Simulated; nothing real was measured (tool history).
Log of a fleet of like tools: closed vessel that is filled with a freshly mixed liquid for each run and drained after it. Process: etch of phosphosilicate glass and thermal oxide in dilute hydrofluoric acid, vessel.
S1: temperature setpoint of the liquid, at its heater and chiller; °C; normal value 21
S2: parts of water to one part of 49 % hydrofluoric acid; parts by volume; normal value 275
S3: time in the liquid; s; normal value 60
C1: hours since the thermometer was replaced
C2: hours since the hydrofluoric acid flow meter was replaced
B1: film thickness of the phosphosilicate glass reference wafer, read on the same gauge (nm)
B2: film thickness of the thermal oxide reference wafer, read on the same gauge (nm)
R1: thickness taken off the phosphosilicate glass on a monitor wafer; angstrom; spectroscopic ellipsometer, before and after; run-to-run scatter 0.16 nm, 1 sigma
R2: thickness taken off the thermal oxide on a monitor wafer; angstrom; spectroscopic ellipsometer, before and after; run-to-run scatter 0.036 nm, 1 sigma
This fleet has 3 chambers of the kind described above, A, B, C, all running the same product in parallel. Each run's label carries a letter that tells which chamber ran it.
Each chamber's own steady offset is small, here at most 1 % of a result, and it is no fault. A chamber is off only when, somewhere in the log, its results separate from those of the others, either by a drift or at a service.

run	hour	S1	S2	S3	C1	C2	B1	B2	R1	R2
1C	6.5	21	275	60	902.3	81.5	99.983	50	210.85	7.2992
2B	11	21	275	60	871.5	116	99.992	50.023	209.61	8.0215
3A	17.2	21	275	60	1942.3	36.6	99.97	50.003	213.78	6.9591
4B	24	21	275	60	884.5	129	100.01	50.017	210.42	7.3492
# hour 25.9: chamber A: thermometer replaced
5C	30.4	21	275	60	926.2	105.4	99.973	50.005	210.79	7.4864
6A	35.2	21	365	60	9.4	54.6	100.01	50.004	146.48	5.6142
7A	38.9	21	365	60	13.1	58.3	99.983	49.943	144.39	5.5428
8C	44.1	21	365	60	939.9	119.1	100.02	49.999	146.66	4.9939
9B	48.3	21	275	60	908.8	153.3	100.01	49.984	213.12	7.9661
10C	55.6	21	275	60	951.4	130.6	99.977	49.989	211.23	7.8064
11A	62	21	275	60	36.2	81.4	99.988	50.014	211.06	7.8189
12B	68.1	21	275	60	928.6	173.1	99.993	50.009	208.65	7.9003
13C	75.2	21	275	60	971	150.2	99.978	49.978	212.85	7.7441
14B	80.5	21	275	60	941	185.5	99.987	49.989	210.46	8.4728
15A	87.1	21	275	60	61.3	106.5	99.987	49.996	208.09	8.271
16A	90.9	21	275	60	65.1	110.3	99.961	49.985	213.44	8.5372
17B	94.7	21	275	60	955.2	199.7	99.969	49.992	213.77	7.7625
18C	98	18	330	60	993.8	173	100	50.031	148.6	5.1265
19A	102	18	330	60	76.2	121.4	99.985	50.006	149.31	5.7379
20B	108.4	18	330	60	968.9	213.4	100.02	50.017	150.37	5.8236
21C	116	21	275	60	1011.8	191	99.983	49.976	212.32	7.4956
22B	120.8	21	275	60	981.3	225.8	100.01	49.99	208.71	7.9808
23C	125.6	21	275	60	1021.4	200.6	99.99	49.978	211.77	7.4045
24A	130.9	21	275	60	105.1	150.3	99.999	50.01	210	7.0634
25B	137.8	21	275	60	998.3	242.8	100.01	49.992	211.65	7.863
26A	145.2	21	275	90	119.4	164.6	99.966	50.024	316.51	11.785
27C	152.2	21	275	90	1048	227.2	99.997	49.966	320.24	11.342
28B	158.5	21	275	90	1019	263.5	100.03	50.026	318.04	12.093
29C	164.8	21	275	60	1060.6	239.8	99.997	49.989	211.83	7.4372
30A	171.8	21	275	60	146	191.2	99.998	49.98	213.98	7.7696
31C	176.2	21	275	60	1072	251.2	100.03	50.025	211.67	7.2539
32A	183.6	18.5	150	60	157.8	203	99.979	49.98	398.68	14.703
33B	188.2	18.5	150	60	1048.7	293.2	99.998	49.991	395.36	13.75
34B	194.5	18.5	150	60	1055	299.5	100.03	49.967	393.24	15.37
35A	198.3	21	275	30	172.5	217.7	100.03	49.998	105.7	3.7824

Decide between three cases: one chamber stands off from its peers, the gauge reading all wafers drifts, or nothing is wrong past each chamber's small offset. Where a chamber is off, say which and what most likely put it there.

Nothing is wrong: each chamber keeps only its own small, steady offset and the gauge holds still.

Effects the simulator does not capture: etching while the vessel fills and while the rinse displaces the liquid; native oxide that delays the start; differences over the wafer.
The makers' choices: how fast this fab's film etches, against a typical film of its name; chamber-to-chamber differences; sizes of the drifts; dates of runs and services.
